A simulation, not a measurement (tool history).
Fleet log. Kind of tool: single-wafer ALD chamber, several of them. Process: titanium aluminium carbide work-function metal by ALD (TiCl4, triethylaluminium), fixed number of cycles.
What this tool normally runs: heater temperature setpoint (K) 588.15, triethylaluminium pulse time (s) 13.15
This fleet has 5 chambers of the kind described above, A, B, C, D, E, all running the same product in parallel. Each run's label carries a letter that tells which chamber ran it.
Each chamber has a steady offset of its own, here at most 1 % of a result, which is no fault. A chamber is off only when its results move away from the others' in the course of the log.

| run | hour | heater temperature setpoint (K) | triethylaluminium pulse time (s) | read-back reference wafer on the same gauge, thickness_nm | mean film thickness on the monitor wafer (angstrom) |
|---|---|---|---|---|---|
| 1E | 6.3 | 588.15 | 13.15 | 1.8994 | 21.815 |
| 2B | 10.7 | 588.15 | 13.15 | 1.8992 | 21.626 |
| 3D | 16.8 | 588.15 | 13.15 | 1.8993 | 21.937 |
| 4A | 19.9 | 588.15 | 13.15 | 1.8995 | 21.829 |
| 5C | 26.0 | 588.15 | 13.15 | 1.8989 | 21.806 |
| 6A | 30.4 | 588.15 | 13.15 | 1.8979 | 21.832 |
| 7D | 33.9 | 588.15 | 13.15 | 1.8983 | 21.935 |
| 8E | 37.5 | 588.15 | 13.15 | 1.8976 | 21.819 |
| 9C | 42.4 | 588.15 | 13.15 | 1.8971 | 21.783 |
| 10B | 45.5 | 588.15 | 13.15 | 1.8978 | 21.657 |
| 11C | 49.7 | 588.15 | 13.15 | 1.8971 | 21.781 |
| 12E | 54.3 | 588.15 | 13.15 | 1.8969 | 21.829 |
| 13B | 58.8 | 588.15 | 13.15 | 1.8965 | 21.640 |
| 14D | 65.6 | 588.15 | 13.15 | 1.8958 | 21.870 |
| 15A | 69.3 | 588.15 | 13.15 | 1.8965 | 21.798 |
| 16C | 73.9 | 588.15 | 9.32 | 1.8963 | 21.140 |
| 17D | 78.9 | 588.15 | 9.32 | 1.8957 | 21.276 |
| 18A | 83.0 | 588.15 | 9.32 | 1.8961 | 21.137 |
| 19B | 87.7 | 588.15 | 9.32 | 1.8945 | 20.952 |
| 20E | 92.9 | 588.15 | 9.32 | 1.8942 | 21.120 |
| 21D | 98.7 | 577.15 | 8.28 | 1.8943 | 19.934 |
| 22B | 102.1 | 577.15 | 8.28 | 1.8945 | 19.642 |
|  | 106.6 | chamber C: thermocouple changed; heater temperature recalibrated |
| 23A | 106.7 | 577.15 | 8.28 | 1.8946 | 19.803 |
| 24C | 113.0 | 577.15 | 8.28 | 1.8941 | 19.833 |
| 25E | 119.2 | 577.15 | 8.28 | 1.8940 | 19.841 |
| 26D | 125.5 | 588.15 | 13.15 | 1.8933 | 21.852 |
| 27A | 130.4 | 588.15 | 13.15 | 1.8930 | 21.807 |
| 28E | 133.7 | 588.15 | 13.15 | 1.8919 | 21.805 |
| 29B | 137.9 | 588.15 | 13.15 | 1.8924 | 21.585 |
| 30C | 140.9 | 588.15 | 13.15 | 1.8913 | 21.679 |
|  | 144.4 | chamber A: thermocouple changed; heater temperature recalibrated |
| 31B | 145.8 | 588.15 | 13.15 | 1.8921 | 21.552 |
| 32E | 150.5 | 588.15 | 13.15 | 1.8910 | 21.702 |
| 33A | 154.4 | 588.15 | 13.15 | 1.8912 | 21.755 |
| 34C | 160.1 | 588.15 | 13.15 | 1.8906 | 21.717 |
| 35D | 163.2 | 588.15 | 13.15 | 1.8908 | 21.828 |
| 36B | 167.9 | 578.15 | 9.62 | 1.8906 | 20.156 |
| 37E | 172.5 | 578.15 | 9.62 | 1.8900 | 20.305 |
| 38D | 177.0 | 578.15 | 9.62 | 1.8903 | 20.410 |
| 39C | 183.1 | 578.15 | 9.62 | 1.8901 | 20.250 |
| 40A | 189.3 | 578.15 | 9.62 | 1.8884 | 20.309 |

Has any chamber moved away from the others, gradually or after a service, or does the common gauge drift, or do the chambers differ only by their own small steady offsets? State the chamber and the most likely cause if one applies.

Gauge drift. The chambers move together only on paper, and none stands off.
Cause: gauge reads low (%) = 0.577.
